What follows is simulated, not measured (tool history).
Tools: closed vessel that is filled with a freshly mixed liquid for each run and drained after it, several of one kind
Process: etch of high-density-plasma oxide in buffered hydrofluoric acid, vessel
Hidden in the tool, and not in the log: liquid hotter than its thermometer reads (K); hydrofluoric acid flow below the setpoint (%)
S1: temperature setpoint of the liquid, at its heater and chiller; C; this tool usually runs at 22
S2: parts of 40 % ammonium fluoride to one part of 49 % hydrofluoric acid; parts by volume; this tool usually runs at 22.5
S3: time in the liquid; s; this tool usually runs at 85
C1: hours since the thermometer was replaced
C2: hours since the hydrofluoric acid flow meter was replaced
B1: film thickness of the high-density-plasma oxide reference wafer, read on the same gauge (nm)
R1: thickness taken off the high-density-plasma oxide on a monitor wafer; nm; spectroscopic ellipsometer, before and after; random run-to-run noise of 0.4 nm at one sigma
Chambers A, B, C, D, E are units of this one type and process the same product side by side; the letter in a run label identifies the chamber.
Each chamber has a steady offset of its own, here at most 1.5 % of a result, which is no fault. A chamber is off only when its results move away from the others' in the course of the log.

{"run": "1A", "hour": 7.0, "S1": 22, "S2": 22.5, "S3": 85, "C1": 1754, "C2": 280, "B1": 110.03, "R1": 44.488}
{"run": "2B", "hour": 13.6, "S1": 22, "S2": 22.5, "S3": 85, "C1": 542.1, "C2": 1400.8, "B1": 110.02, "R1": 43.961}
{"run": "3C", "hour": 20.5, "S1": 22, "S2": 22.5, "S3": 85, "C1": 359.4, "C2": 2305.3, "B1": 109.97, "R1": 44.953}
{"run": "4E", "hour": 25.4, "S1": 22, "S2": 22.5, "S3": 85, "C1": 985.9, "C2": 475.7, "B1": 109.98, "R1": 45.084}
{"hour": 30.8, "done": "chamber B: hydrofluoric acid flow meter replaced"}
{"run": "5D", "hour": 31.0, "S1": 22, "S2": 22.5, "S3": 85, "C1": 702.5, "C2": 1562.2, "B1": 110.01, "R1": 44.07}
{"run": "6C", "hour": 36.4, "S1": 22, "S2": 22.5, "S3": 85, "C1": 375.3, "C2": 2321.2, "B1": 109.99, "R1": 44.427}
{"run": "7B", "hour": 42.3, "S1": 22, "S2": 22.5, "S3": 85, "C1": 570.8, "C2": 11.6, "B1": 109.95, "R1": 44.97}
{"run": "8E", "hour": 50.2, "S1": 22, "S2": 22.5, "S3": 85, "C1": 1010.7, "C2": 500.5, "B1": 110.01, "R1": 45.103}
{"run": "9A", "hour": 55.7, "S1": 23.5, "S2": 22.5, "S3": 55, "C1": 1802.7, "C2": 328.7, "B1": 110.04, "R1": 30.853}
{"run": "10D", "hour": 64.0, "S1": 23.5, "S2": 22.5, "S3": 55, "C1": 735.5, "C2": 1595.2, "B1": 110.01, "R1": 31.491}
{"run": "11B", "hour": 68.1, "S1": 23.5, "S2": 22.5, "S3": 55, "C1": 596.6, "C2": 37.4, "B1": 109.98, "R1": 31.894}
{"run": "12A", "hour": 72.6, "S1": 23.5, "S2": 22.5, "S3": 55, "C1": 1819.6, "C2": 345.6, "B1": 110.01, "R1": 30.904}
{"run": "13C", "hour": 79.5, "S1": 23.5, "S2": 22.5, "S3": 55, "C1": 418.4, "C2": 2364.3, "B1": 110.05, "R1": 31.075}
{"run": "14D", "hour": 83.7, "S1": 22, "S2": 22.5, "S3": 85, "C1": 755.2, "C2": 1614.9, "B1": 110, "R1": 45.128}
{"hour": 85.0, "done": "chamber D: hydrofluoric acid flow meter replaced"}
{"run": "15E", "hour": 90.1, "S1": 22, "S2": 22.5, "S3": 85, "C1": 1050.6, "C2": 540.4, "B1": 110, "R1": 44.988}
{"run": "16C", "hour": 95.6, "S1": 22, "S2": 22.5, "S3": 85, "C1": 434.5, "C2": 2380.4, "B1": 110, "R1": 43.858}
{"run": "17A", "hour": 103.2, "S1": 22, "S2": 22.5, "S3": 85, "C1": 1850.2, "C2": 376.2, "B1": 110.01, "R1": 43.904}
{"run": "18B", "hour": 109.2, "S1": 22, "S2": 22.5, "S3": 85, "C1": 637.7, "C2": 78.5, "B1": 110.03, "R1": 46.816}
{"run": "19D", "hour": 112.9, "S1": 22, "S2": 25.5, "S3": 85, "C1": 784.4, "C2": 27.9, "B1": 110.01, "R1": 40.47}
{"run": "20E", "hour": 117.8, "S1": 22, "S2": 25.5, "S3": 85, "C1": 1078.3, "C2": 568.1, "B1": 110.01, "R1": 40.714}
{"run": "21C", "hour": 124.9, "S1": 22, "S2": 25.5, "S3": 85, "C1": 463.8, "C2": 2409.7, "B1": 110, "R1": 40.472}
{"run": "22D", "hour": 132.8, "S1": 22, "S2": 25.5, "S3": 85, "C1": 804.3, "C2": 47.8, "B1": 109.96, "R1": 40.872}
{"run": "23E", "hour": 140.5, "S1": 22, "S2": 25.5, "S3": 85, "C1": 1101, "C2": 590.8, "B1": 109.96, "R1": 41.401}
{"run": "24B", "hour": 147.5, "S1": 22, "S2": 22.5, "S3": 85, "C1": 676, "C2": 116.8, "B1": 110.03, "R1": 47.971}
{"run": "25A", "hour": 153.6, "S1": 22, "S2": 22.5, "S3": 85, "C1": 1900.6, "C2": 426.6, "B1": 109.98, "R1": 43.983}
{"run": "26B", "hour": 158.6, "S1": 22, "S2": 22.5, "S3": 85, "C1": 687.1, "C2": 127.9, "B1": 110, "R1": 47.749}
{"run": "27A", "hour": 164.2, "S1": 22, "S2": 22.5, "S3": 85, "C1": 1911.2, "C2": 437.2, "B1": 109.99, "R1": 44.617}
{"run": "28D", "hour": 168.6, "S1": 22, "S2": 22.5, "S3": 85, "C1": 840.1, "C2": 83.6, "B1": 110, "R1": 44.271}
{"run": "29C", "hour": 173.7, "S1": 22, "S2": 22.5, "S3": 85, "C1": 512.6, "C2": 2458.5, "B1": 110.02, "R1": 44.503}
{"run": "30E", "hour": 178.5, "S1": 22, "S2": 22.5, "S3": 85, "C1": 1139, "C2": 628.8, "B1": 110.02, "R1": 45.239}

All 5 chambers run these settings next. Forecast each chamber's results:
{"run": "31A", "hour": 184.7, "S1": 22, "S2": 28, "S3": 85, "R1": "?"}
{"run": "31B", "hour": 184.7, "S1": 22, "S2": 28, "S3": 85, "R1": "?"}
{"run": "31C", "hour": 184.7, "S1": 22, "S2": 28, "S3": 85, "R1": "?"}
{"run": "31D", "hour": 184.7, "S1": 22, "S2": 28, "S3": 85, "R1": "?"}
{"run": "31E", "hour": 184.7, "S1": 22, "S2": 28, "S3": 85, "R1": "?"}

run=31A R1=37.69
run=31B R1=42.771
run=31C R1=37.857
run=31D R1=38.111
run=31E R1=38.596

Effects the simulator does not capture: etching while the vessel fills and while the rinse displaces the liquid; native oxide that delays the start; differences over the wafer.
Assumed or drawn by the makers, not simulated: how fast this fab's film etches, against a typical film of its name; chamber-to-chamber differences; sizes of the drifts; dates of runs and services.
